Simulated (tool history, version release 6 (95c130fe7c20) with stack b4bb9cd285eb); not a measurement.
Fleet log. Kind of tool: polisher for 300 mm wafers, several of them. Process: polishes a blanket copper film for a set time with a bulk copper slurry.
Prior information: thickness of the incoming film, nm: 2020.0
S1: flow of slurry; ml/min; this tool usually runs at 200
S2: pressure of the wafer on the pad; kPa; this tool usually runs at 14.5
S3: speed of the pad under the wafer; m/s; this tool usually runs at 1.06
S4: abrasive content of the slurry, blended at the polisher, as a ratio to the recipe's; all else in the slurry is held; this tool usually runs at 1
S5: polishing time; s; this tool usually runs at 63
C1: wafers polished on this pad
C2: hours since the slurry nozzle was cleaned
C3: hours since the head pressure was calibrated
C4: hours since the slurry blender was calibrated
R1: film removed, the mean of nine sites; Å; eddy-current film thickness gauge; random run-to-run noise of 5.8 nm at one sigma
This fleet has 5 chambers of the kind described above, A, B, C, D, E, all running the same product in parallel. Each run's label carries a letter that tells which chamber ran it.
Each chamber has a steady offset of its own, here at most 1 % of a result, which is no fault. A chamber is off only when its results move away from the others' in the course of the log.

run,hour,S1,S2,S3,S4,S5,C1,C2,C3,C4,R1
1D,7.8,200,14.5,1.06,1,63,669,184.5,874.9,136.0,5272.0
2E,11.8,200,14.5,1.06,1,63,409,346.9,717.2,96.1,5128.8
3B,17.8,200,14.5,1.06,1,63,1212,254.4,852.8,124.0,5236.0
# hour 18.1: chamber D: slurry blender recalibrated
4A,25.9,200,14.5,1.06,1,63,421,347.7,986.3,70.1,5210.1
# hour 28.4: chamber B: worn pad replaced by a new one
5C,31.7,200,14.5,1.06,1,63,483,337.2,40.9,377.1,5088.0
6D,35.7,200,14.5,1.06,1,63,990,212.4,902.8,17.7,5284.9
# hour 36.8: chamber E: worn pad replaced by a new one
7C,42.8,200,14.5,1.06,1,63,610,348.3,52.0,388.2,5159.4
# hour 45.4: chamber A: head pressure recalibrated
8B,50.4,200,14.5,1.06,1,63,253,287.0,885.4,156.6,5261.7
# hour 50.5: chamber C: worn pad replaced by a new one
# hour 54.5: chamber D: worn pad replaced by a new one
9A,57.4,135,16.5,1.06,1,63,784,379.2,12.0,101.6,5584.0
10E,62.0,135,16.5,1.06,1,63,290,397.1,767.4,146.3,5590.2
11B,68.1,135,16.5,1.06,1,63,457,304.7,903.1,174.3,5606.2
12C,71.8,135,16.5,1.06,1,63,245,377.3,81.0,417.2,5469.0
# hour 75.5: chamber A: worn pad replaced by a new one
13E,78.6,135,16.5,1.06,1,63,481,413.7,784.0,162.9,5535.0
# hour 79.0: chamber B: slurry nozzle cleaned
14D,85.3,200,14.5,1.06,1,63,355,262.0,952.4,67.3,5237.8
15A,91.6,200,14.5,1.06,1,63,186,413.4,46.2,135.8,5136.9
16A,96.3,200,14.5,1.06,1,63,240,418.1,50.9,140.5,5241.9
# hour 100.8: chamber C: worn pad replaced by a new one
17D,101.7,200,14.5,1.06,1,63,544,278.4,968.8,83.7,5234.7
18E,105.4,200,14.5,1.06,1,63,790,440.5,810.8,189.7,5030.6
19B,110.7,200,14.5,1.06,1,63,947,31.8,945.7,216.9,5297.8
# hour 113.0: chamber E: worn pad replaced by a new one
20C,117.8,200,14.5,1.06,1,63,195,423.3,127.0,463.2,5282.2
# hour 121.0: chamber C: slurry blender recalibrated
21D,122.1,200,14.5,1.06,1,63,778,298.8,989.2,104.1,5323.9
# hour 126.1: chamber A: slurry blender recalibrated
# hour 128.2: chamber B: worn pad replaced by a new one
22A,129.6,200,14.5,1.06,1,63,623,451.4,84.2,3.5,5247.5
23E,133.9,200,14.5,1.06,1,63,240,469.0,839.3,218.2,5062.1
24C,141.9,200,14.5,1.06,1,63,473,447.4,151.1,20.9,5147.5
25B,148.0,170,10.3,1.06,1,63,228,69.1,983.0,254.2,3695.0
# hour 151.7: chamber D: worn pad replaced by a new one
26D,151.7,170,10.3,1.06,1,63,0,328.4,1018.8,133.7,3629.7
# hour 154.0: chamber D: slurry blender recalibrated
27C,156.5,170,10.3,1.06,1,63,641,462.0,165.7,35.5,3548.0
# hour 161.7: chamber A: worn pad replaced by a new one
28A,162.0,170,10.3,1.06,1,63,4,483.8,116.6,35.9,3721.0
# hour 165.1: chamber C: worn pad replaced by a new one
29E,168.6,170,10.3,1.06,1,63,640,503.7,874.0,252.9,3466.2
30B,175.8,200,14.5,1.06,1,63,548,96.9,1010.8,282.0,5293.5
31A,180.9,200,14.5,1.06,1,63,221,502.7,135.5,54.8,5263.1
32D,185.8,200,14.5,1.06,1,63,392,362.5,1052.9,31.9,5184.6
# hour 190.4: chamber E: worn pad replaced by a new one
33C,193.8,200,14.5,1.06,1,63,331,499.3,203.0,72.8,5179.2
34E,199.8,200,14.5,1.06,1,63,108,534.9,905.2,284.1,4868.5
35B,204.6,200,14.5,1.06,1,63,880,125.7,1039.6,310.8,5298.3
36D,211.5,200,14.5,1.06,1,63,688,388.2,1078.6,57.6,5324.8

Which is it: a chamber that has drifted or been left off by a service, a gauge drift common to all chambers, or only each chamber's usual small offset? If a chamber is off, name it and its likeliest cause.

It is chamber E that slowly wanders off from its peers.
Most likely cause: slurry flow missing at the pad, % = 36.
The log may not tell that from: head's pressure below its setpoint, %; abrasive missing from the slurry, %.

Which of the 4 candidates below, each the usual settings with something changed and its results left as question marks, puts chamber E back in line with what the other chambers give on the usual settings?
In-line tolerance around the mean of the other chambers on the usual settings: R1 200.0 Å
37E-1,217.7,200,13.1,1.06,1,63,,,,,?
37E-2,217.7,200,15.2,1.12,1,66,,,,,?
37E-3,217.7,200,13.8,1.00,1,60,,,,,?
37E-4,217.7,200,14.5,1.14,1,63,,,,,?

Usual-settings mean across the other chambers: R1 5229.4 Å
run,R1
37E-1,4349.2
37E-2,5563.0
37E-3,4114.0
37E-4,5160.5
The answer is 37E-4, which returns the chamber to within the allowed miss of the others.
